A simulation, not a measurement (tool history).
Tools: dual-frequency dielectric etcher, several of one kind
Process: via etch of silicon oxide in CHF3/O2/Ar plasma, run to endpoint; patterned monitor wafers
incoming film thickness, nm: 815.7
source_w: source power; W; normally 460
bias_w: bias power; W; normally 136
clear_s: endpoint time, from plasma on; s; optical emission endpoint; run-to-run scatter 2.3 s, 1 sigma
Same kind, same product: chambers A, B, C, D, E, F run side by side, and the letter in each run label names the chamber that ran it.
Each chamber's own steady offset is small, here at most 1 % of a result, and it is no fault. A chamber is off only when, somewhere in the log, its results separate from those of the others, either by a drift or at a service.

run   hour  source_w  bias_w  hours since the last wet clean  hours since the last source power generator calibration  hours since the last bias power generator calibration  clear_s
 1A   11.4       460     136                           258.2                                                   2215.1                                                  568.8   499.61
 2D   26.2       460     136                           167.1                                                     98.7                                                 2901.3   498.09
 3C   34.3       460     136                           426.6                                                     56.8                                                  713.5   501.89
 4E   43.8       460     136                           254.1                                                    448.8                                                 3340.2   499.20
 5F   51.0       460     136                           111.9                                                    925.8                                                 2670.1   502.85
      57.0  -- chamber A: source power generator calibrated
 6B   65.1       460     136                           362.1                                                    748.6                                                 1181.4   503.04
      75.3  -- chamber C: wet clean of the chamber
 7F   76.6       460     136                           137.5                                                    951.4                                                 2695.7   506.04
      84.4  -- chamber D: bias power generator calibrated
 8D   88.6       460     136                           229.5                                                    161.1                                                    4.3   493.85
 9C  102.5       460     136                            27.2                                                    125.0                                                  781.7   500.97
10B  113.8       460     136                           410.8                                                    797.3                                                 1230.1   502.26
11E  121.7       460     136                           332.0                                                    526.7                                                 3418.1   496.13
12A  137.4       460     136                           384.2                                                     80.4                                                  694.8   502.07
13B  149.4       530     161                           446.4                                                    832.9                                                 1265.7   450.72
14E  162.6       530     161                           372.9                                                    567.6                                                 3459.0   448.32
     168.4  -- chamber F: bias power generator calibrated
15A  178.4       530     161                           425.2                                                    121.4                                                  735.8   450.17
     185.9  -- chamber E: wet clean of the chamber
16F  188.8       530     161                           249.7                                                   1063.6                                                   20.5   457.12
17D  203.2       530     161                           344.1                                                    275.7                                                  118.9   445.24
18C  217.3       530     161                           142.0                                                    239.8                                                  896.5   452.44
19C  228.7       460     136                           153.4                                                    251.2                                                  907.9   505.11
20D  243.0       460     136                           383.9                                                    315.5                                                  158.7   496.06
21F  253.0       460     136                           313.9                                                   1127.8                                                   84.7   505.59
     264.1  -- chamber B: wet clean of the chamber
22E  267.0       460     136                            81.1                                                    672.0                                                 3563.4   499.00
23A  279.3       360     136                           526.1                                                    222.3                                                  836.7   546.63
24B  290.4       360     136                            26.4                                                    973.9                                                 1406.7   551.45
25C  299.5       360     136                           224.2                                                    322.0                                                  978.7   552.18
26A  306.8       360     136                           553.6                                                    249.8                                                  864.2   550.16
27E  319.6       360     136                           133.7                                                    724.6                                                 3616.0   549.99
     328.8  -- chamber A: wet clean of the chamber
28D  329.7       360     136                           470.6                                                    402.2                                                  245.4   545.58
29F  337.6       460     136                           398.5                                                   1212.4                                                  169.3   502.17
     343.0  -- chamber E: bias power generator calibrated
30B  353.4       460     136                            89.4                                                   1036.9                                                 1469.7   500.67
31B  365.8       350     167                           101.8                                                   1049.3                                                 1482.1   517.47
32C  379.4       350     167                           304.1                                                    401.9                                                 1058.6   524.00
33A  394.5       350     167                            65.7                                                    337.5                                                  951.9   517.02
34F  403.5       350     167                           464.4                                                   1278.3                                                  235.2   523.51
35E  419.4       350     167                           233.5                                                    824.4                                                   76.5   518.32
36D  429.2       350     167                           570.1                                                    501.7                                                  344.9   516.84
37A  443.3       460     136                           114.5                                                    386.3                                                 1000.7   501.34
38D  455.5       460     136                           596.4                                                    528.0                                                  371.2   501.27

What goes on in this fleet: one chamber off, a drifting gauge, or nothing beyond the chambers' own small offsets? Name the chamber and the cause, if any.

No chamber is off and the gauge is stable; the differences are just each chamber's small, constant offset.
